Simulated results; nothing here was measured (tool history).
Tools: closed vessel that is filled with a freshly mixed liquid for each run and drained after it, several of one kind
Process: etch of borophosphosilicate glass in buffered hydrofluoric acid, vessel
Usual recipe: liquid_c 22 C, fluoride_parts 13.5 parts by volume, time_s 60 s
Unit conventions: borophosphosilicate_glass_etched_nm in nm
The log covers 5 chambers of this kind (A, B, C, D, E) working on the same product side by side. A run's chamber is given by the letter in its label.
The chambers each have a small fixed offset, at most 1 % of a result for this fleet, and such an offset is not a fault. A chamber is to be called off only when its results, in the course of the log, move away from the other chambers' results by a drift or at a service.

| run | hour | liquid_c | fluoride_parts | time_s | read-back film thickness of the borophosphosilicate glass reference wafer, read on the same gauge (nm) | borophosphosilicate_glass_etched_nm |
|---|---|---|---|---|---|---|
| 1A | 13.2 | 22 | 13.5 | 60 | 50.016 | 82.556 |
| 2C | 21.7 | 22 | 13.5 | 60 | 49.993 | 84.114 |
| 3B | 36.2 | 22 | 13.5 | 60 | 49.998 | 83.098 |
| 4D | 50.2 | 22 | 13.5 | 60 | 49.988 | 83.533 |
| 5E | 65.2 | 22 | 13.5 | 60 | 49.994 | 82.946 |
| 6E | 76.9 | 22 | 18.5 | 60 | 49.996 | 60.739 |
| 7B | 89.3 | 22 | 18.5 | 60 | 49.991 | 60.989 |
| 8C | 104.3 | 22 | 18.5 | 60 | 50.017 | 60.58 |
| 9D | 111.9 | 22 | 18.5 | 60 | 50.02 | 61.372 |
| 10A | 124 | 22 | 18.5 | 60 | 50.017 | 60.413 |
| 11E | 134.9 | 22 | 13.5 | 60 | 50.005 | 82.407 |
| 12A | 145.5 | 22 | 13.5 | 60 | 50.022 | 83.306 |
| 13C | 159.4 | 22 | 13.5 | 60 | 50.013 | 82.364 |
| 14B | 172.9 | 22 | 13.5 | 60 | 50.002 | 83.042 |
| 15D | 183.9 | 22 | 8.5 | 85 | 49.988 | 182.66 |
| 16A | 198.5 | 22 | 8.5 | 85 | 49.978 | 183.04 |
| 17D | 206.2 | 22 | 8.5 | 85 | 49.996 | 182.63 |
| 18E | 213.6 | 22 | 8.5 | 85 | 50.026 | 182.62 |
| 19C | 228.9 | 22 | 8.5 | 85 | 49.996 | 180.55 |
| 20B | 238.9 | 22 | 13.5 | 60 | 50 | 82.809 |
| 21C | 252.2 | 22 | 13.5 | 50 | 49.968 | 68.62 |
| 22D | 262.7 | 22 | 13.5 | 50 | 49.972 | 68.702 |
| 23A | 270 | 22 | 13.5 | 50 | 49.994 | 69.874 |
| 24B | 278 | 22 | 13.5 | 50 | 50.021 | 67.21 |
| 25E | 288 | 22 | 13.5 | 50 | 49.999 | 69.645 |
| 26E | 299.9 | 22 | 13.5 | 60 | 50.008 | 82.816 |
| 27C | 313.5 | 22 | 13.5 | 60 | 50.012 | 84.072 |
| 28B | 327.9 | 22 | 13.5 | 60 | 50.01 | 83.62 |
| 29D | 337.7 | 22 | 13.5 | 60 | 49.995 | 83.334 |
| 30A | 352.1 | 22 | 13.5 | 60 | 50.002 | 87.575 |
| 31B | 364.3 | 22 | 13.5 | 60 | 50.014 | 83.012 |

Is one chamber off against the others, does the gauge drift, or is nothing wrong? If a chamber is off, say which, and what the likeliest cause is.

Chamber A drifts away from the others.
Most likely cause: hydrofluoric acid flow above the setpoint (%) = 5.99.
The log may not separate it from: liquid hotter than its thermometer reads (K).

Here are 4 candidates for chamber A's next run, each the usual settings with a change, their results left as question marks. Which one brings its results back in line with what the others give on the usual settings?
A result is in line if it is within this distance of the other chambers' mean on the usual settings: borophosphosilicate_glass_etched_nm 2.6 nm
| 32A-1 | 375.3 | 22 | 13 | 60 |  | ? |
| 32A-2 | 375.3 | 21 | 13.5 | 60 |  | ? |
| 32A-3 | 375.3 | 22 | 13 | 65 |  | ? |
| 32A-4 | 375.3 | 22 | 15 | 60 |  | ? |

Usual-settings mean across the other chambers: borophosphosilicate_glass_etched_nm 83.057 nm
| run | borophosphosilicate_glass_etched_nm |
|---|---|
| 32A-1 | 90.649 |
| 32A-2 | 82.575 |
| 32A-3 | 98.203 |
| 32A-4 | 78.671 |
It is 32A-2 that realigns the chamber with its peers.
